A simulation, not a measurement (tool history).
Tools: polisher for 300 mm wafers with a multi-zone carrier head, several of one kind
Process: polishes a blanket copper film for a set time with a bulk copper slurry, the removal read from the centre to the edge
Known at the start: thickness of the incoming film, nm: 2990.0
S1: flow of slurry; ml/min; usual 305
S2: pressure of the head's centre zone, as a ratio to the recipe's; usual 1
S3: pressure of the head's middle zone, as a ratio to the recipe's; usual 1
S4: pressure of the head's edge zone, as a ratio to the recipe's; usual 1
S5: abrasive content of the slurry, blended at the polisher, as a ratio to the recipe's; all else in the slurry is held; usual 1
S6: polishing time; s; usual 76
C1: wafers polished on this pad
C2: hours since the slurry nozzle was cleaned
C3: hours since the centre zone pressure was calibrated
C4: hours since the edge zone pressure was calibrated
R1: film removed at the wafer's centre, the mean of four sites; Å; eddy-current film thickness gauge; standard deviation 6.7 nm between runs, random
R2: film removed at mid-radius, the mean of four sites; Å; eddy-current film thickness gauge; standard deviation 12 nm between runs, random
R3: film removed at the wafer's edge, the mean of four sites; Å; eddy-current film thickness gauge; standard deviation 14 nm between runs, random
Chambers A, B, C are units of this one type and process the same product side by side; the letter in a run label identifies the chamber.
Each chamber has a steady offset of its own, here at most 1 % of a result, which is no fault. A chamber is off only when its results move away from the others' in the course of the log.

{"hour": 4.4, "done": "chamber C: worn pad replaced by a new one"}
{"run": "1A", "hour": 9.2, "S1": 305, "S2": 1, "S3": 1, "S4": 1, "S5": 1, "S6": 76, "C1": 423, "C2": 13.2, "C3": 503, "C4": 189.3, "R1": 10871, "R2": 11196, "R3": 11009}
{"run": "2B", "hour": 18.4, "S1": 305, "S2": 1, "S3": 1, "S4": 1, "S5": 1, "S6": 76, "C1": 553, "C2": 433.9, "C3": 757.9, "C4": 455.3, "R1": 11003, "R2": 10952, "R3": 10864}
{"run": "3C", "hour": 30.2, "S1": 305, "S2": 1, "S3": 1, "S4": 1, "S5": 1, "S6": 76, "C1": 179, "C2": 549.6, "C3": 450.6, "C4": 1169.6, "R1": 10902, "R2": 10711, "R3": 11032}
{"run": "4C", "hour": 36.9, "S1": 305, "S2": 1, "S3": 1, "S4": 1, "S5": 1, "S6": 76, "C1": 225, "C2": 556.3, "C3": 457.3, "C4": 1176.3, "R1": 10888, "R2": 10999, "R3": 11218}
{"run": "5A", "hour": 46.8, "S1": 305, "S2": 1, "S3": 1, "S4": 1, "S5": 1, "S6": 76, "C1": 684, "C2": 50.8, "C3": 540.6, "C4": 226.9, "R1": 10872, "R2": 10966, "R3": 11068}
{"run": "6B", "hour": 55.1, "S1": 305, "S2": 1, "S3": 1, "S4": 1, "S5": 1, "S6": 76, "C1": 808, "C2": 470.6, "C3": 794.6, "C4": 492, "R1": 10859, "R2": 11174, "R3": 10850}
{"run": "7C", "hour": 61.7, "S1": 305, "S2": 1, "S3": 1, "S4": 1, "S5": 1, "S6": 76, "C1": 398, "C2": 581.1, "C3": 482.1, "C4": 1201.1, "R1": 11011, "R2": 11155, "R3": 10928}
{"run": "8A", "hour": 68.1, "S1": 305, "S2": 1, "S3": 1, "S4": 1, "S5": 1, "S6": 76, "C1": 832, "C2": 72.1, "C3": 561.9, "C4": 248.2, "R1": 11050, "R2": 10956, "R3": 11000}
{"hour": 69.5, "done": "chamber C: slurry nozzle cleaned"}
{"run": "9B", "hour": 77.1, "S1": 305, "S2": 1, "S3": 1, "S4": 1, "S5": 1, "S6": 76, "C1": 960, "C2": 492.6, "C3": 816.6, "C4": 514, "R1": 10973, "R2": 10967, "R3": 10764}
{"run": "10C", "hour": 84.9, "S1": 305, "S2": 1, "S3": 1, "S4": 1, "S5": 1.2, "S6": 76, "C1": 559, "C2": 15.5, "C3": 505.3, "C4": 1224.3, "R1": 11347, "R2": 11295, "R3": 11675}
{"hour": 85.1, "done": "chamber C: worn pad replaced by a new one"}
{"run": "11B", "hour": 90.2, "S1": 305, "S2": 1, "S3": 1, "S4": 1, "S5": 1.2, "S6": 76, "C1": 1051, "C2": 505.7, "C3": 829.7, "C4": 527.1, "R1": 11413, "R2": 11611, "R3": 11585}
{"hour": 91.3, "done": "chamber A: worn pad replaced by a new one"}
{"run": "12A", "hour": 96.5, "S1": 305, "S2": 1, "S3": 1, "S4": 1, "S5": 1.2, "S6": 76, "C1": 36, "C2": 100.5, "C3": 590.3, "C4": 276.6, "R1": 11518, "R2": 11488, "R3": 11426}
{"hour": 103.2, "done": "chamber C: centre zone pressure recalibrated"}
{"run": "13A", "hour": 106.6, "S1": 305, "S2": 1, "S3": 1, "S4": 1, "S5": 1, "S6": 76, "C1": 106, "C2": 110.6, "C3": 600.4, "C4": 286.7, "R1": 10937, "R2": 11120, "R3": 11166}
{"run": "14B", "hour": 115.5, "S1": 305, "S2": 1, "S3": 1, "S4": 1, "S5": 1, "S6": 76, "C1": 1227, "C2": 531, "C3": 855, "C4": 552.4, "R1": 10951, "R2": 11029, "R3": 10890}
{"run": "15C", "hour": 127.2, "S1": 305, "S2": 1, "S3": 1, "S4": 1, "S5": 1, "S6": 76, "C1": 292, "C2": 57.8, "C3": 24.1, "C4": 1266.6, "R1": 10949, "R2": 10890, "R3": 10999}
{"hour": 132.9, "done": "chamber A: centre zone pressure recalibrated"}
{"run": "16B", "hour": 138.9, "S1": 305, "S2": 1, "S3": 1, "S4": 1, "S5": 1, "S6": 76, "C1": 1389, "C2": 554.4, "C3": 878.4, "C4": 575.8, "R1": 10760, "R2": 10973, "R3": 10983}
{"hour": 148.7, "done": "chamber B: worn pad replaced by a new one"}
{"run": "17C", "hour": 149.3, "S1": 305, "S2": 1, "S3": 1, "S4": 1, "S5": 1, "S6": 76, "C1": 446, "C2": 79.9, "C3": 46.2, "C4": 1288.7, "R1": 10991, "R2": 10914, "R3": 10951}
{"run": "18A", "hour": 158.7, "S1": 305, "S2": 1, "S3": 1, "S4": 1, "S5": 1, "S6": 76, "C1": 468, "C2": 162.7, "C3": 25.8, "C4": 338.8, "R1": 10258, "R2": 10879, "R3": 10865}
{"run": "19A", "hour": 168.1, "S1": 305, "S2": 1, "S3": 1, "S4": 1, "S5": 1, "S6": 76, "C1": 533, "C2": 172.1, "C3": 35.2, "C4": 348.2, "R1": 10303, "R2": 10974, "R3": 11171}
{"run": "20B", "hour": 176.3, "S1": 305, "S2": 1, "S3": 1, "S4": 1, "S5": 1, "S6": 76, "C1": 192, "C2": 591.8, "C3": 915.8, "C4": 613.2, "R1": 11004, "R2": 10836, "R3": 10792}
{"hour": 180.4, "done": "chamber C: worn pad replaced by a new one"}
{"run": "21C", "hour": 185.3, "S1": 305, "S2": 1, "S3": 1, "S4": 1, "S5": 1, "S6": 76, "C1": 34, "C2": 115.9, "C3": 82.2, "C4": 1324.7, "R1": 10996, "R2": 10806, "R3": 11223}
{"hour": 191.6, "done": "chamber C: edge zone pressure recalibrated"}
{"run": "22B", "hour": 194.9, "S1": 340, "S2": 1, "S3": 1, "S4": 1, "S5": 1, "S6": 76, "C1": 321, "C2": 610.4, "C3": 934.4, "C4": 631.8, "R1": 11076, "R2": 11087, "R3": 10860}
{"run": "23A", "hour": 202.1, "S1": 340, "S2": 1, "S3": 1, "S4": 1, "S5": 1, "S6": 76, "C1": 770, "C2": 206.1, "C3": 69.2, "C4": 382.2, "R1": 10472, "R2": 11062, "R3": 11087}
{"run": "24C", "hour": 210.6, "S1": 340, "S2": 1, "S3": 1, "S4": 1, "S5": 1, "S6": 76, "C1": 210, "C2": 141.2, "C3": 107.5, "C4": 19.1, "R1": 11124, "R2": 11319, "R3": 11227}

All 3 chambers run these settings next. Forecast each chamber's results:
{"run": "25A", "hour": 219.4, "S1": 305, "S2": 1, "S3": 1.08, "S4": 1, "S5": 1, "S6": 76, "R1": "?", "R2": "?", "R3": "?"}
{"run": "25B", "hour": 219.4, "S1": 305, "S2": 1, "S3": 1.08, "S4": 1, "S5": 1, "S6": 76, "R1": "?", "R2": "?", "R3": "?"}
{"run": "25C", "hour": 219.4, "S1": 305, "S2": 1, "S3": 1.08, "S4": 1, "S5": 1, "S6": 76, "R1": "?", "R2": "?", "R3": "?"}

run=25A R1=10309 R2=12041 R3=11162
run=25B R1=11010 R2=11887 R3=10793
run=25C R1=10852 R2=11776 R3=11111
